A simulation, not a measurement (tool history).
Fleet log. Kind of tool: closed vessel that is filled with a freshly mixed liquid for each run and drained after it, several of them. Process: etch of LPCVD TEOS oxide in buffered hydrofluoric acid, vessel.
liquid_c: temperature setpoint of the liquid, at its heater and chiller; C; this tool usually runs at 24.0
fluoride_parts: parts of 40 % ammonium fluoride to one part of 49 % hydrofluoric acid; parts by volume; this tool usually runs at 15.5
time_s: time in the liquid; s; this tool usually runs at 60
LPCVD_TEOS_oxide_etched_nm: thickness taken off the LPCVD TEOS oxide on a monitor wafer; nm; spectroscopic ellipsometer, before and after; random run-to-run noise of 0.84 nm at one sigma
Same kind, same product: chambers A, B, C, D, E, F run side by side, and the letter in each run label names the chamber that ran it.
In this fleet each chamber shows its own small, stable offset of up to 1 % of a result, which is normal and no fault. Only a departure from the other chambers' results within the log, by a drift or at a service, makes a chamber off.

run	hour	liquid_c	fluoride_parts	time_s	hours since the thermometer was replaced	hours since the hydrofluoric acid flow meter was replaced	read-back film thickness of the LPCVD TEOS oxide reference wafer, read on the same gauge (nm)	LPCVD_TEOS_oxide_etched_nm
1B	6.0	24.0	15.5	60	736.2	63.7	109.99	129.750
2C	11.6	24.0	15.5	60	511.2	1898.8	110.02	129.270
3D	15.1	24.0	15.5	60	1121.6	364.4	110.02	129.150
4F	21.2	24.0	15.5	60	1074.0	545.9	110.01	128.390
5A	28.0	24.0	15.5	60	730.3	671.6	109.98	129.710
6E	33.8	24.0	15.5	60	861.5	1673.8	110.02	128.170
7A	39.2	24.0	17.5	50	741.5	682.8	109.96	95.885
8C	44.8	24.0	17.5	50	544.4	1932.0	110.01	95.109
9F	50.9	24.0	17.5	50	1103.7	575.6	110.04	94.977
10B	57.9	24.0	17.5	50	788.1	115.6	110.03	96.326
11E	64.0	24.0	17.5	50	891.7	1704.0	109.97	95.189
12D	68.0	24.0	17.5	50	1174.5	417.3	109.99	95.343
13A	74.5	24.0	15.5	60	776.8	718.1	110.01	131.790
14D	81.6	24.0	15.5	60	1188.1	430.9	110.03	129.520
15E	88.3	24.0	15.5	60	916.0	1728.3	109.97	128.660
16C	92.8	24.0	15.5	60	592.4	1980.0	109.98	129.190
17F	96.9	24.0	15.5	60	1149.7	621.6	110.00	129.810
18B	101.3	24.0	15.5	60	831.5	159.0	110.01	129.240
# hour 105.8: chamber C: hydrofluoric acid flow meter replaced
19E	106.2	24.0	15.5	60	933.9	1746.2	109.97	129.120
20D	111.8	24.0	15.5	60	1218.3	461.1	109.99	128.150
21C	117.1	25.5	15.5	60	616.7	11.4	110.02	140.700
22F	123.1	25.5	15.5	60	1175.9	647.8	110.01	138.340
23B	129.2	25.5	15.5	60	859.4	186.9	109.96	141.600
24A	135.8	25.5	15.5	60	838.1	779.4	110.04	148.580
25A	139.1	25.5	15.5	60	841.4	782.7	109.96	146.940
26B	145.8	25.5	15.5	60	876.0	203.5	110.02	140.270
27E	149.7	21.0	15.5	80	977.4	1789.7	110.01	145.840
28F	155.4	21.0	15.5	80	1208.2	680.1	110.05	144.630
29C	159.6	21.0	15.5	80	659.2	53.9	110.02	144.010
30D	164.8	21.0	15.5	80	1271.3	514.1	110.01	145.190
31B	168.6	21.0	15.5	80	898.8	226.3	110.00	145.540
32C	172.1	21.0	15.5	80	671.7	66.4	110.00	146.330
33D	179.1	24.0	15.5	60	1285.6	528.4	109.99	128.310
34E	182.7	24.0	15.5	60	1010.4	1822.7	109.98	128.360
35A	189.7	24.0	15.5	60	892.0	833.3	110.01	136.670
36F	196.7	24.0	15.5	60	1249.5	721.4	109.99	127.700
37E	203.7	24.0	15.5	60	1031.4	1843.7	109.99	128.810
38B	206.9	24.0	15.5	60	937.1	264.6	109.99	130.450
39C	212.8	24.0	15.5	60	712.4	107.1	110.01	129.310
40F	218.5	24.0	15.5	60	1271.3	743.2	110.00	126.500
41A	225.5	24.0	15.5	60	927.8	869.1	110.01	140.590
42D	232.6	24.0	15.5	60	1339.1	581.9	110.03	128.510
43C	237.3	24.0	15.5	60	736.9	131.6	109.99	129.770

The same settings go to every chamber for the next run, one line per chamber below. Forecast the results for each:
44A	242.4	24.0	15.5	60				?
44B	242.4	24.0	15.5	60				?
44C	242.4	24.0	15.5	60				?
44D	242.4	24.0	15.5	60				?
44E	242.4	24.0	15.5	60				?
44F	242.4	24.0	15.5	60				?

run	LPCVD_TEOS_oxide_etched_nm
44A	142.090
44B	130.300
44C	130.950
44D	128.490
44E	128.670
44F	127.480
